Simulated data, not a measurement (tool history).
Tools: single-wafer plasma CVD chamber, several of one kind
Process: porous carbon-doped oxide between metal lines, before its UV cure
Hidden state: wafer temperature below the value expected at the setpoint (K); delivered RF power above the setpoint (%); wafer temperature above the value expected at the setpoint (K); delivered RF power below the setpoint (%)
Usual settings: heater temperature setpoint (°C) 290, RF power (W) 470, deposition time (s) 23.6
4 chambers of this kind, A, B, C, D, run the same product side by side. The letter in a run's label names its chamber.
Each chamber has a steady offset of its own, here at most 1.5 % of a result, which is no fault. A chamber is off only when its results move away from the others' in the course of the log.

run   hour  heater temperature setpoint (°C)  RF power (W)  deposition time (s)  hours since the last thermocouple change  hours since the last RF generator calibration  read-back reference wafer on the same gauge, thickness_nm  mean film thickness on the monitor wafer (Å)
 1D   10.0                               290           470                 23.6                                      57.7                                           17.4                                                     145.02                                        1290.7
 2B   21.2                               290           470                 23.6                                     688.8                                         1005.5                                                     144.98                                        1310.2
 3C   32.6                               290           470                 23.6                                     391.7                                          650.2                                                     144.96                                        1300.7
 4A   42.1                               290           470                 23.6                                     169.5                                          978.1                                                     144.86                                        1304.6
 5C   51.3                               303           470                 23.6                                     410.4                                          668.9                                                     144.86                                        1208.5
 6D   60.6                               303           470                 23.6                                     108.3                                           68.0                                                     144.87                                        1197.4
 7A   71.0                               303           470                 23.6                                     198.4                                         1007.0                                                     144.83                                        1210.1
      80.2  -- chamber A: RF generator calibrated
 8B   83.3                               303           470                 23.6                                     750.9                                         1067.6                                                     144.85                                        1213.5
 9B   94.1                               290           470                 23.6                                     761.7                                         1078.4                                                     144.82                                        1305.8
10D  106.9                               290           470                 23.6                                     154.6                                          114.3                                                     144.81                                        1289.6
11C  120.9                               290           470                 23.6                                     480.0                                          738.5                                                     144.75                                        1298.4
12A  137.2                               290           500                 26.3                                     264.6                                           57.0                                                     144.65                                        1513.4
13C  152.2                               290           500                 26.3                                     511.3                                          769.8                                                     144.65                                        1506.7
14B  162.7                               290           500                 26.3                                     830.3                                         1147.0                                                     144.65                                        1511.5
15D  172.6                               290           500                 26.3                                     220.3                                          180.0                                                     144.62                                        1495.5
16A  186.2                               290           470                 23.6                                     313.6                                          106.0                                                     144.51                                        1305.5
17D  200.4                               290           470                 23.6                                     248.1                                          207.8                                                     144.56                                        1291.4
18C  209.3                               290           470                 23.6                                     568.4                                          826.9                                                     144.54                                        1300.9
19B  218.3                               290           515                 26.6                                     885.9                                         1202.6                                                     144.47                                        1558.7
20A  231.9                               290           515                 26.6                                     359.3                                          151.7                                                     144.38                                        1553.6
21D  239.2                               290           515                 26.6                                     286.9                                          246.6                                                     144.41                                        1534.3
     247.7  -- chamber C: RF generator calibrated
22A  250.5                               290           515                 26.6                                     377.9                                          170.3                                                     144.40                                        1555.9
23B  262.2                               290           470                 23.6                                     929.8                                         1246.5                                                     144.40                                        1301.9
24C  269.4                               290           470                 23.6                                     628.5                                           21.8                                                     144.40                                        1300.1
25C  280.4                               290           470                 23.6                                     639.5                                           32.8                                                     144.29                                        1301.0
26B  293.7                               290           470                 23.6                                     961.3                                         1278.0                                                     144.33                                        1301.1
27D  309.4                               290           470                 23.6                                     357.1                                          316.8                                                     144.19                                        1281.1
28A  325.4                               290           470                 23.6                                     452.8                                          245.2                                                     144.19                                        1300.4
29C  340.4                               290           470                 23.6                                     699.5                                           92.8                                                     144.19                                        1298.3
30D  352.8                               290           470                 23.6                                     400.5                                          360.2                                                     144.11                                        1286.8
31A  368.8                               290           470                 23.6                                     496.2                                          288.6                                                     144.17                                        1299.8
32B  381.1                               290           470                 22.0                                    1048.7                                         1365.4                                                     144.02                                        1217.7
33D  393.4                               290           470                 22.0                                     441.1                                          400.8                                                     144.02                                        1197.2
34B  404.4                               290           470                 22.0                                    1072.0                                         1388.7                                                     144.09                                        1215.9

All 4 chambers run these settings next. Forecast each chamber's results:
35A  416.3                               290           470                 23.6                                                                                                                                                                                                 ?
35B  416.3                               290           470                 23.6                                                                                                                                                                                                 ?
35C  416.3                               290           470                 23.6                                                                                                                                                                                                 ?
35D  416.3                               290           470                 23.6                                                                                                                                                                                                 ?

run  mean film thickness on the monitor wafer (Å)
35A                                        1298.7
35B                                        1303.3
35C                                        1293.6
35D                                        1282.6
